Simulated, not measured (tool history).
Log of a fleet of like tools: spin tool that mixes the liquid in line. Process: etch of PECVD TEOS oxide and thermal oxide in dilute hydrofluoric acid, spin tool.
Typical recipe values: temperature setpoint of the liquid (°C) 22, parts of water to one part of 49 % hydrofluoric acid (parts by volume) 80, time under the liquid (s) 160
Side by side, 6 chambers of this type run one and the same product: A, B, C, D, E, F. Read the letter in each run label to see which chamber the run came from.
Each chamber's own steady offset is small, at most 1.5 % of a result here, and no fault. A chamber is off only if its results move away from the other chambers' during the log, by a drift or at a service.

run   hour  temperature setpoint of the liquid (°C)  parts of water to one part of 49 % hydrofluoric acid (parts by volume)  time under the liquid (s)  hours since the thermometer was replaced  hours since the hydrofluoric acid flow meter was replaced  read-back film thickness of the PECVD TEOS oxide reference wafer, read on the same gauge (nm)  read-back film thickness of the thermal oxide reference wafer, read on the same gauge (nm)  thickness taken off the PECVD TEOS oxide on a monitor wafer (nm)  thickness taken off the thermal oxide on a monitor wafer (nm)
 1C   14.1                                       22                                                                      80                        160                                      60.0                                                     1166.1                                                                                         50.010                                                                                      69.993                                                            32.079                                                         8.7262
 2D   30.2                                       22                                                                      80                        160                                     336.3                                                      435.6                                                                                         50.010                                                                                      70.041                                                            31.855                                                         8.8536
 3F   38.9                                       22                                                                      80                        160                                    2183.1                                                      380.4                                                                                         50.026                                                                                      70.009                                                            31.883                                                         8.8901
 4A   46.3                                       22                                                                      80                        160                                    1537.5                                                     1907.2                                                                                         49.969                                                                                      69.994                                                            32.355                                                         8.7390
 5E   54.3                                       22                                                                      80                        160                                    1111.8                                                     1847.7                                                                                         49.986                                                                                      69.989                                                            31.760                                                         8.7362
 6B   61.8                                       18                                                                      80                         85                                     472.1                                                      715.2                                                                                         50.015                                                                                      69.972                                                            14.575                                                         3.9341
      69.3  -- chamber E: hydrofluoric acid flow meter replaced
 7F   71.1                                       18                                                                      80                         85                                    2215.3                                                      412.6                                                                                         50.009                                                                                      69.973                                                            14.489                                                         3.9416
 8B   83.1                                       18                                                                      80                         85                                     493.4                                                      736.5                                                                                         49.997                                                                                      70.008                                                            14.270                                                         3.9787
 9A   94.5                                       18                                                                      80                         85                                    1585.7                                                     1955.4                                                                                         50.028                                                                                      69.996                                                            14.664                                                         3.8531
10C  107.2                                       18                                                                      80                         85                                     153.1                                                     1259.2                                                                                         50.013                                                                                      69.996                                                            14.361                                                         3.9255
11E  120.2                                       18                                                                      80                         85                                    1177.7                                                       51.0                                                                                         49.974                                                                                      70.021                                                            14.468                                                         3.9808
12D  132.2                                       22                                                                      80                        160                                     438.3                                                      537.6                                                                                         49.941                                                                                      70.023                                                            32.705                                                         8.5550
     136.4  -- chamber A: hydrofluoric acid flow meter replaced
13F  143.4                                       22                                                                      80                        160                                    2287.6                                                      484.9                                                                                         49.956                                                                                      69.986                                                            31.968                                                         8.6496
14E  156.9                                       22                                                                      80                        160                                    1214.4                                                       87.7                                                                                         50.026                                                                                      70.002                                                            32.056                                                         8.8274
15B  172.9                                       22                                                                      80                        160                                     583.2                                                      826.3                                                                                         50.021                                                                                      70.021                                                            32.393                                                         8.6875
16D  184.9                                       22                                                                      80                        160                                     491.0                                                      590.3                                                                                         49.947                                                                                      70.015                                                            32.185                                                         8.6292
17A  193.0                                       22                                                                      80                        160                                    1684.2                                                       56.7                                                                                         50.010                                                                                      70.007                                                            32.525                                                         8.5948
18C  203.6                                       22                                                                      80                        160                                     249.5                                                     1355.6                                                                                         50.013                                                                                      69.990                                                            32.205                                                         8.6440
19B  211.6                                       24                                                                      80                        220                                     621.9                                                      865.0                                                                                         50.027                                                                                      70.018                                                            48.258                                                        12.9170
     212.4  -- chamber E: thermometer replaced
20F  226.2                                       24                                                                      80                        220                                    2370.4                                                      567.7                                                                                         49.965                                                                                      69.992                                                            47.916                                                        13.0430
21A  233.2                                       24                                                                      80                        220                                    1724.4                                                       96.9                                                                                         50.033                                                                                      69.974                                                            47.852                                                        12.9350
22D  241.2                                       24                                                                      80                        220                                     547.3                                                      646.6                                                                                         50.046                                                                                      70.018                                                            48.545                                                        13.0200
23C  252.5                                       24                                                                      80                        220                                     298.4                                                     1404.5                                                                                         50.033                                                                                      69.997                                                            47.509                                                        12.9610
24E  268.0                                       24                                                                      80                        220                                      55.7                                                      198.8                                                                                         50.045                                                                                      70.019                                                            48.687                                                        13.1800
25B  280.7                                       22                                                                      80                        160                                     691.0                                                      934.1                                                                                         49.970                                                                                      70.031                                                            32.446                                                         8.7261
26F  289.7                                       22                                                                      80                        160                                    2433.9                                                      631.2                                                                                         49.992                                                                                      69.996                                                            32.113                                                         8.9036
27E  305.3                                       22                                                                      80                        115                                      93.0                                                      236.1                                                                                         49.990                                                                                      69.976                                                            22.963                                                         6.4295
28D  312.6                                       22                                                                      80                        115                                     618.7                                                      718.0                                                                                         50.032                                                                                      70.006                                                            23.306                                                         6.2358
29A  327.2                                       22                                                                      80                        115                                    1818.4                                                      190.9                                                                                         49.988                                                                                      70.041                                                            23.340                                                         6.3125
30C  335.5                                       22                                                                      80                        115                                     381.4                                                     1487.5                                                                                         49.980                                                                                      69.981                                                            23.268                                                         6.3796
31C  345.2                                       22                                                                      80                        115                                     391.1                                                     1497.2                                                                                         49.999                                                                                      70.018                                                            23.246                                                         6.2728
     347.9  -- chamber F: hydrofluoric acid flow meter replaced
32B  357.7                                       22                                                                      80                        115                                     768.0                                                     1011.1                                                                                         49.945                                                                                      70.005                                                            23.211                                                         6.2634
33D  368.1                                       22                                                                      80                        160                                     674.2                                                      773.5                                                                                         49.988                                                                                      70.016                                                            32.398                                                         8.8054
34E  378.3                                       22                                                                      80                        160                                     166.0                                                      309.1                                                                                         49.988                                                                                      70.018                                                            32.134                                                         8.8421
35A  389.2                                       22                                                                      80                        160                                    1880.4                                                      252.9                                                                                         50.036                                                                                      69.983                                                            31.988                                                         8.5804
36F  398.8                                       22                                                                      80                        160                                    2543.0                                                       51.0                                                                                         49.980                                                                                      70.023                                                            32.576                                                         8.8059

Next, every chamber runs the same settings. What will each give?
37A  410.3                                       22                                                                      80                        160                                                                                                                                                                                                                                                                                                                                                                 ?                                                              ?
37B  410.3                                       22                                                                      80                        160                                                                                                                                                                                                                                                                                                                                                                 ?                                                              ?
37C  410.3                                       22                                                                      80                        160                                                                                                                                                                                                                                                                                                                                                                 ?                                                              ?
37D  410.3                                       22                                                                      80                        160                                                                                                                                                                                                                                                                                                                                                                 ?                                                              ?
37E  410.3                                       22                                                                      80                        160                                                                                                                                                                                                                                                                                                                                                                 ?                                                              ?
37F  410.3                                       22                                                                      80                        160                                                                                                                                                                                                                                                                                                                                                                 ?                                                              ?

run  thickness taken off the PECVD TEOS oxide on a monitor wafer (nm)  thickness taken off the thermal oxide on a monitor wafer (nm)
37A                                                            32.238                                                         8.5529
37B                                                            32.465                                                         8.7255
37C                                                            32.108                                                         8.8154
37D                                                            32.871                                                         8.8036
37E                                                            32.370                                                         8.7815
37F                                                            32.614                                                         8.7313
